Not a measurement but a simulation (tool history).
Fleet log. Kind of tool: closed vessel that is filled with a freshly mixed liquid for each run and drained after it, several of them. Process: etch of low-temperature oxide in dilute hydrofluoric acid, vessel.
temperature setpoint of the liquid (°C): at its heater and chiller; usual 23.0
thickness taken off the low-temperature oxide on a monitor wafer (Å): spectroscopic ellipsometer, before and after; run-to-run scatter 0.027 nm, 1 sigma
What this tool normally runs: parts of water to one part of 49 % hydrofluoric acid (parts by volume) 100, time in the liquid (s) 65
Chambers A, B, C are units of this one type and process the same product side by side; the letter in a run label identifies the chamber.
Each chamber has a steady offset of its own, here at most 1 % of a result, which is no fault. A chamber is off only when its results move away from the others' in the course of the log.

run,hour,temperature setpoint of the liquid (°C),parts of water to one part of 49 % hydrofluoric acid (parts by volume),time in the liquid (s),hours since the thermometer was replaced,hours since the hydrofluoric acid flow meter was replaced,"read-back film thickness of the low-temperature oxide reference wafer, read on the same gauge (nm)",thickness taken off the low-temperature oxide on a monitor wafer (Å)
1B,10.9,23.0,100,65,248.0,497.4,80.034,66.390
2C,18.9,23.0,100,65,1602.3,260.7,79.980,66.212
3A,26.8,23.0,100,65,2786.8,105.2,80.005,65.941
4B,39.9,23.0,100,65,277.0,526.4,79.978,66.441
5A,48.1,23.0,100,65,2808.1,126.5,80.039,66.209
6C,57.0,23.0,100,65,1640.4,298.8,80.020,66.062
# hour 57.8: chamber A: thermometer replaced
7A,69.5,23.0,100,65,11.7,147.9,79.985,66.155
8C,77.8,23.0,100,65,1661.2,319.6,80.011,65.854
9B,93.1,23.0,100,65,330.2,579.6,80.016,66.558
10A,105.1,23.0,100,65,47.3,183.5,80.039,66.322
11C,115.0,23.0,100,65,1698.4,356.8,80.054,66.277
12B,127.9,23.0,100,65,365.0,614.4,79.996,66.633
13A,142.3,23.0,100,65,84.5,220.7,79.968,65.786
14C,152.1,23.0,100,65,1735.5,393.9,79.995,65.969
15B,161.1,23.0,100,65,398.2,647.6,79.996,65.744
16B,170.7,23.0,100,65,407.8,657.2,79.953,66.328
17A,182.5,23.0,100,65,124.7,260.9,80.020,65.986
18C,193.9,23.0,100,65,1777.3,435.7,79.960,66.051
19B,204.0,23.0,100,65,441.1,690.5,79.995,66.590
20A,212.3,23.0,100,65,154.5,290.7,80.049,65.720
# hour 213.5: chamber C: thermometer replaced
21C,224.9,23.0,100,65,11.4,466.7,79.967,65.236
22A,240.0,23.0,100,65,182.2,318.4,80.048,65.220
23B,254.7,23.0,100,65,491.8,741.2,80.007,66.450
24C,265.3,23.0,100,65,51.8,507.1,80.006,65.587
25C,277.4,23.0,100,65,63.9,519.2,80.012,65.636
26A,291.3,23.0,100,65,233.5,369.7,80.022,64.882
# hour 299.4: chamber B: hydrofluoric acid flow meter replaced
27B,304.7,23.0,100,65,541.8,5.3,79.980,66.864
28B,312.9,23.0,100,65,550.0,13.5,79.949,67.180
29C,322.1,23.0,100,65,108.6,563.9,80.008,66.263
30A,334.6,23.0,100,65,276.8,413.0,79.987,63.997
31B,347.5,23.0,85,65,584.6,48.1,79.948,80.661
32A,357.8,23.0,85,65,300.0,436.2,80.021,76.581
33C,367.9,23.0,85,65,154.4,609.7,80.019,79.051
34A,382.1,23.0,100,65,324.3,460.5,79.974,64.005
35C,397.5,23.0,100,65,184.0,639.3,79.987,65.912
36B,406.7,23.0,100,65,643.8,107.3,79.997,66.511

All 3 chambers run these settings next. Forecast each chamber's results:
37A,417.8,20.5,100,65,,,,?
37B,417.8,20.5,100,65,,,,?
37C,417.8,20.5,100,65,,,,?

run,thickness taken off the low-temperature oxide on a monitor wafer (Å)
37A,57.709
37B,60.057
37C,59.053

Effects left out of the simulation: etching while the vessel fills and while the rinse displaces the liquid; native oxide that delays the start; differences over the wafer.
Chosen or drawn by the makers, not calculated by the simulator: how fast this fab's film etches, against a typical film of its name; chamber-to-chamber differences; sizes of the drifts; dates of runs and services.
